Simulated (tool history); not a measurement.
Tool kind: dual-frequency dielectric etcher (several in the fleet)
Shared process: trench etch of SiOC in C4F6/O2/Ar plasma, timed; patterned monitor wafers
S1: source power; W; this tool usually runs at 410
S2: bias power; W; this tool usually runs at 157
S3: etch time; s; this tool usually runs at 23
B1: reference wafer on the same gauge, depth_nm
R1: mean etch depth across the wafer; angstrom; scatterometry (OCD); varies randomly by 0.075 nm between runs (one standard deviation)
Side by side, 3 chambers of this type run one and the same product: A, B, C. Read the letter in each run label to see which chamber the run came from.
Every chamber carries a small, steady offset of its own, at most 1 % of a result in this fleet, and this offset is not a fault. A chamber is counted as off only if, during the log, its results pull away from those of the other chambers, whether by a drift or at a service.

run	hour	S1	S2	S3	B1	R1
1C	15.4	410	157	23	47.625	459.73
2B	26.8	410	157	23	47.62	466.68
3A	36.8	410	157	23	47.628	467.74
# hour 48.7: chamber C: bias power generator calibrated
4A	51.9	410	157	23	47.649	466.06
5C	63.4	410	157	23	47.652	461.23
6B	73.6	410	157	23	47.668	467.86
7A	82.8	410	157	23	47.674	466.97
8B	92.3	410	157	23	47.691	466.9
9C	106.1	410	157	23	47.677	461.32
10C	114.6	410	192	23	47.692	492.79
11A	125	410	192	23	47.698	496.63
12B	139.9	410	192	23	47.717	499.39
13C	152.2	410	157	23	47.722	461.26
14B	162.1	410	157	23	47.72	467.66
15A	169.8	410	157	23	47.725	466.76
16B	179.1	450	157	23	47.725	485.53
# hour 182.7: chamber C: wet clean of the chamber
17A	186.2	450	157	23	47.773	484.12
18C	193.3	450	157	23	47.74	479.53
19C	202.7	410	157	23	47.756	460.92
20B	210.3	410	157	23	47.778	469.01
21A	222.3	410	157	23	47.789	468.49
22B	231.3	410	157	23	47.773	469.04
23C	242.4	410	129	19	47.759	360.01
24A	249.4	410	129	19	47.783	363.72
25B	256.9	410	129	19	47.79	366.1
26A	267.8	410	157	23	47.802	467.86
27C	282	410	157	23	47.823	463.03
28C	293.9	410	157	23	47.796	460.95
29A	307.5	410	157	16.5	47.831	334.74
# hour 318.7: chamber B: wet clean of the chamber
30B	319.8	410	157	16.5	47.834	336.41
31A	327.8	410	157	16.5	47.841	335.68
32B	335.6	410	157	23	47.827	468.05
33C	351.2	410	157	23	47.874	462.51
34C	362.9	410	157	23	47.858	463.83
35B	374.6	410	157	23	47.876	469.5
36A	385.8	410	157	23	47.88	468.14
37B	401	410	157	23	47.896	469.8
38A	413.9	410	157	23	47.896	468.81

Predict what each chamber gives when all 3 of them run the settings below next.
39A	425.2	410	157	23		?
39B	425.2	410	157	23		?
39C	425.2	410	157	23		?

run	R1
39A	469.44
39B	469
39C	463.8
